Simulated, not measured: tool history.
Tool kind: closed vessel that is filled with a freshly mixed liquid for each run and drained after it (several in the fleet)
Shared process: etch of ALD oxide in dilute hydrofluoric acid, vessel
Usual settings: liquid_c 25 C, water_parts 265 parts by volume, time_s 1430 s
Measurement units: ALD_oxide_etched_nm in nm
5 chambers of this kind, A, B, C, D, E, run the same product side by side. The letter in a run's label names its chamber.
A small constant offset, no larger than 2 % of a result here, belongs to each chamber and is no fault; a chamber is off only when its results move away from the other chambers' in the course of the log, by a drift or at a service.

| run | hour | liquid_c | water_parts | time_s | hours since the thermometer was replaced | hours since the hydrofluoric acid flow meter was replaced | read-back film thickness of the ALD oxide reference wafer, read on the same gauge (nm) | ALD_oxide_etched_nm |
|---|---|---|---|---|---|---|---|---|
| 1D | 4.0 | 25 | 265 | 1430 | 680.7 | 1460.3 | 79.994 | 50.165 |
| 2B | 8.9 | 25 | 265 | 1430 | 558.0 | 953.3 | 80.011 | 49.981 |
| 3C | 15.6 | 25 | 265 | 1430 | 2841.4 | 375.0 | 79.990 | 50.826 |
| 4E | 22.4 | 25 | 265 | 1430 | 2649.9 | 1161.5 | 79.968 | 49.145 |
| 5A | 29.4 | 25 | 265 | 1430 | 933.0 | 776.6 | 80.020 | 50.582 |
| 6B | 33.6 | 25 | 265 | 1430 | 582.7 | 978.0 | 80.027 | 50.595 |
| 7D | 41.7 | 25 | 265 | 1430 | 718.4 | 1498.0 | 80.017 | 50.227 |
| 8E | 46.2 | 25 | 265 | 1430 | 2673.7 | 1185.3 | 79.985 | 49.362 |
| 9A | 50.1 | 25 | 265 | 1430 | 953.7 | 797.3 | 79.985 | 50.140 |
| 10C | 57.1 | 25 | 265 | 1430 | 2882.9 | 416.5 | 79.958 | 49.766 |
| 11B | 63.0 | 25 | 265 | 1430 | 612.1 | 1007.4 | 79.988 | 50.352 |
| 12C | 68.9 | 25 | 265 | 1430 | 2894.7 | 428.3 | 80.028 | 49.441 |
| 13E | 76.2 | 25 | 265 | 1430 | 2703.7 | 1215.3 | 80.000 | 49.287 |
| 14D | 83.9 | 25 | 265 | 1430 | 760.6 | 1540.2 | 80.052 | 50.594 |
| 15A | 87.7 | 25 | 265 | 1430 | 991.3 | 834.9 | 79.999 | 50.742 |
| 16E | 91.5 | 25 | 265 | 1430 | 2719.0 | 1230.6 | 79.975 | 49.357 |
| 17D | 98.5 | 25 | 265 | 1430 | 775.2 | 1554.8 | 80.008 | 52.417 |
| 18A | 102.5 | 25 | 265 | 1430 | 1006.1 | 849.7 | 79.999 | 50.471 |
| 19B | 108.0 | 25 | 265 | 1430 | 657.1 | 1052.4 | 80.022 | 50.334 |
| 20C | 114.6 | 25 | 265 | 1430 | 2940.4 | 474.0 | 79.987 | 48.948 |
| 21D | 120.3 | 25 | 350 | 1430 | 797.0 | 1576.6 | 80.018 | 35.643 |
| 22B | 125.7 | 25 | 350 | 1430 | 674.8 | 1070.1 | 79.998 | 34.636 |
| 23C | 129.4 | 25 | 350 | 1430 | 2955.2 | 488.8 | 80.002 | 34.334 |
| 24A | 134.5 | 25 | 350 | 1430 | 1038.1 | 881.7 | 79.947 | 34.749 |
| 25E | 141.0 | 25 | 350 | 1430 | 2768.5 | 1280.1 | 79.986 | 34.322 |
| 26E | 147.1 | 25 | 265 | 1430 | 2774.6 | 1286.2 | 79.992 | 49.752 |
|  | 150.5 | chamber B: thermometer replaced |
| 27B | 152.4 | 25 | 265 | 1430 | 2.0 | 1096.8 | 80.017 | 49.500 |
| 28D | 157.6 | 25 | 265 | 1430 | 834.3 | 1613.9 | 79.976 | 53.184 |
| 29A | 161.4 | 25 | 265 | 1430 | 1065.0 | 908.6 | 80.026 | 50.963 |
| 30C | 169.8 | 25 | 265 | 1430 | 2995.6 | 529.2 | 79.959 | 49.980 |
| 31C | 173.8 | 25 | 265 | 1430 | 2999.6 | 533.2 | 79.978 | 50.095 |
| 32E | 180.7 | 25 | 265 | 1430 | 2808.2 | 1319.8 | 80.006 | 49.080 |
| 33D | 184.6 | 25 | 215 | 1895 | 861.3 | 1640.9 | 79.982 | 92.745 |
| 34B | 188.5 | 25 | 215 | 1895 | 38.1 | 1132.9 | 80.002 | 87.117 |

Which is it: a chamber that has drifted or been left off by a service, a gauge drift common to all chambers, or only each chamber's usual small offset? If a chamber is off, name it and its likeliest cause.

It is chamber D that slowly wanders off from its peers.
Likeliest cause: liquid hotter than its thermometer reads (K) = 2.53.
With only this log, it may be confused with: hydrofluoric acid flow above the setpoint (%).

Chamber D could run next with any of the 4 candidate recipes listed below; each alters the usual settings, and their results appear as question marks. Which one brings its results back in line with what the other chambers deliver on the usual settings?
To be in line, a result may differ from the other chambers' mean on the usual settings by at most: ALD_oxide_etched_nm 1.700 nm
| 35D-1 | 194.6 | 25.0 | 265 | 1460 |  |  |  | ? |
| 35D-2 | 194.6 | 25.0 | 285 | 1430 |  |  |  | ? |
| 35D-3 | 194.6 | 25.0 | 265 | 1540 |  |  |  | ? |
| 35D-4 | 194.6 | 24.5 | 265 | 1430 |  |  |  | ? |

On the usual settings, the other chambers give on average: ALD_oxide_etched_nm 49.932 nm
| run | ALD_oxide_etched_nm |
|---|---|
| 35D-1 | 55.605 |
| 35D-2 | 49.543 |
| 35D-3 | 58.651 |
| 35D-4 | 53.523 |
The right change is 35D-2: it brings the chamber back within the allowed miss of the others.
